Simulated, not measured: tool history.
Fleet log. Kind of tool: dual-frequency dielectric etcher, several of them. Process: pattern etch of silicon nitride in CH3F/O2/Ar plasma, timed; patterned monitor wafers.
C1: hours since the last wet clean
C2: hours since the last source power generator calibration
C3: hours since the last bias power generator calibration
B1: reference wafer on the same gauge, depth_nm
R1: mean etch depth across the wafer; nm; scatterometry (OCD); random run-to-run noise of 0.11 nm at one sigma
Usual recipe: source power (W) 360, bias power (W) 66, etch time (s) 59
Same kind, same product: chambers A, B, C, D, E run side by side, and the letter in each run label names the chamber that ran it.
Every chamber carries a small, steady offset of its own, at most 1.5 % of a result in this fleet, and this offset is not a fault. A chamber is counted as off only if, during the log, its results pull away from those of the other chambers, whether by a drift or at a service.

Run 1B, hour 8.3: usual settings; C1 13.9; C2 547.8; C3 213.3; B1 37.509. Result: R1 38.625 nm.
Run 2E, hour 14.1: usual settings; C1 379.9; C2 465.3; C3 1159.7; B1 37.506. Result: R1 38.226 nm.
Run 3A, hour 22.9: usual settings; C1 266.1; C2 3090.3; C3 3274.5; B1 37.501. Result: R1 38.211 nm.
Run 4D, hour 33.7: usual settings; C1 259.9; C2 2401.3; C3 805.7; B1 37.5. Result: R1 38.383 nm.
Run 5C, hour 41.1: usual settings; C1 215.4; C2 1308.7; C3 1761; B1 37.507. Result: R1 39.02 nm.
Run 6D, hour 46.9: usual settings; C1 273.1; C2 2414.5; C3 818.9; B1 37.539. Result: R1 38.271 nm.
Run 7A, hour 58.4: usual settings; C1 301.6; C2 3125.8; C3 3310; B1 37.489. Result: R1 38.095 nm.
Run 8C, hour 68.8: usual settings but source power (W) 320; C1 243.1; C2 1336.4; C3 1788.7; B1 37.497. Result: R1 37.177 nm.
Run 9E, hour 76.4: usual settings but source power (W) 320; C1 442.2; C2 527.6; C3 1222; B1 37.487. Result: R1 36.303 nm.
Run 10B, hour 84.2: usual settings but source power (W) 320; C1 89.8; C2 623.7; C3 289.2; B1 37.497. Result: R1 36.855 nm.
Run 11E, hour 90.9: usual settings but source power (W) 320; C1 456.7; C2 542.1; C3 1236.5; B1 37.507. Result: R1 36.432 nm.
Run 12D, hour 101.3: usual settings but source power (W) 320; C1 327.5; C2 2468.9; C3 873.3; B1 37.488. Result: R1 36.493 nm.
Run 13B, hour 111.5: usual settings but bias power (W) 61; C1 117.1; C2 651; C3 316.5; B1 37.477. Result: R1 37.43 nm.
Run 14A, hour 117: usual settings but bias power (W) 61; C1 360.2; C2 3184.4; C3 3368.6; B1 37.503. Result: R1 37.24 nm.
Run 15C, hour 126.7: usual settings but bias power (W) 61; C1 301; C2 1394.3; C3 1846.6; B1 37.478. Result: R1 37.765 nm.
Run 16D, hour 134.2: usual settings but bias power (W) 61; C1 360.4; C2 2501.8; C3 906.2; B1 37.535. Result: R1 37.17 nm.
Run 17A, hour 143.4: usual settings but bias power (W) 61; C1 386.6; C2 3210.8; C3 3395; B1 37.525. Result: R1 37.291 nm.
At hour 145.8: chamber E: wet clean of the chamber.
Run 18B, hour 152.1: usual settings; C1 157.7; C2 691.6; C3 357.1; B1 37.494. Result: R1 38.686 nm.
Run 19E, hour 159.3: usual settings but source power (W) 290, bias power (W) 78; C1 13.5; C2 610.5; C3 1304.9; B1 37.489. Result: R1 37.132 nm.
At hour 162.2: chamber D: wet clean of the chamber.
Run 20C, hour 169.5: usual settings but source power (W) 290, bias power (W) 78; C1 343.8; C2 1437.1; C3 1889.4; B1 37.501. Result: R1 38.11 nm.
Run 21C, hour 174.6: usual settings but source power (W) 290, bias power (W) 78; C1 348.9; C2 1442.2; C3 1894.5; B1 37.496. Result: R1 37.835 nm.
Run 22E, hour 186.2: usual settings but source power (W) 290, bias power (W) 78; C1 40.4; C2 637.4; C3 1331.8; B1 37.508. Result: R1 37.44 nm.
Run 23A, hour 197.8: usual settings but source power (W) 290, bias power (W) 78; C1 441; C2 3265.2; C3 3449.4; B1 37.497. Result: R1 37.058 nm.
Run 24D, hour 209.3: usual settings; C1 47.2; C2 2576.9; C3 981.3; B1 37.529. Result: R1 38.155 nm.
Run 25B, hour 220.5: usual settings; C1 226.1; C2 760; C3 425.5; B1 37.499. Result: R1 38.59 nm.
Run 26D, hour 228.5: usual settings; C1 66.4; C2 2596.1; C3 1000.5; B1 37.516. Result: R1 38.137 nm.
Run 27A, hour 233.8: usual settings; C1 477; C2 3301.2; C3 3485.4; B1 37.522. Result: R1 38.294 nm.
At hour 238.8: chamber A: wet clean of the chamber.
Run 28C, hour 241.8: usual settings; C1 416.1; C2 1509.4; C3 1961.7; B1 37.517. Result: R1 38.843 nm.
Run 29E, hour 249.5: usual settings; C1 103.7; C2 700.7; C3 1395.1; B1 37.488. Result: R1 38.082 nm.
Run 30B, hour 255.5: usual settings; C1 261.1; C2 795; C3 460.5; B1 37.497. Result: R1 38.577 nm.
Run 31D, hour 260.9: usual settings; C1 98.8; C2 2628.5; C3 1032.9; B1 37.495. Result: R1 38.216 nm.
Run 32B, hour 270.7: usual settings; C1 276.3; C2 810.2; C3 475.7; B1 37.5. Result: R1 38.558 nm.
Run 33A, hour 280: usual settings; C1 41.3; C2 3347.4; C3 3531.6; B1 37.481. Result: R1 38.081 nm.
Run 34C, hour 288.1: usual settings; C1 462.4; C2 1555.7; C3 2008; B1 37.508. Result: R1 38.918 nm.
Run 35E, hour 296.4: usual settings; C1 150.6; C2 747.6; C3 1442; B1 37.478. Result: R1 38.111 nm.
Run 36E, hour 303.5: usual settings; C1 157.7; C2 754.7; C3 1449.1; B1 37.504. Result: R1 38.277 nm.
Run 37B, hour 315.1: usual settings; C1 320.7; C2 854.6; C3 520.1; B1 37.504. Result: R1 38.523 nm.
Run 38C, hour 320.9: usual settings; C1 495.2; C2 1588.5; C3 2040.8; B1 37.498. Result: R1 38.835 nm.

Next, all 5 chambers run the settings below, one line each with question marks for the results. What does each chamber give?
Run 39A, hour 329.4: usual settings but source power (W) 430. Result: R1 ?.
Run 39B, hour 329.4: usual settings but source power (W) 430. Result: R1 ?.
Run 39C, hour 329.4: usual settings but source power (W) 430. Result: R1 ?.
Run 39D, hour 329.4: usual settings but source power (W) 430. Result: R1 ?.
Run 39E, hour 329.4: usual settings but source power (W) 430. Result: R1 ?.

run      R1
39A   40.76
39B  41.588
39C  41.444
39D  40.875
39E  40.874

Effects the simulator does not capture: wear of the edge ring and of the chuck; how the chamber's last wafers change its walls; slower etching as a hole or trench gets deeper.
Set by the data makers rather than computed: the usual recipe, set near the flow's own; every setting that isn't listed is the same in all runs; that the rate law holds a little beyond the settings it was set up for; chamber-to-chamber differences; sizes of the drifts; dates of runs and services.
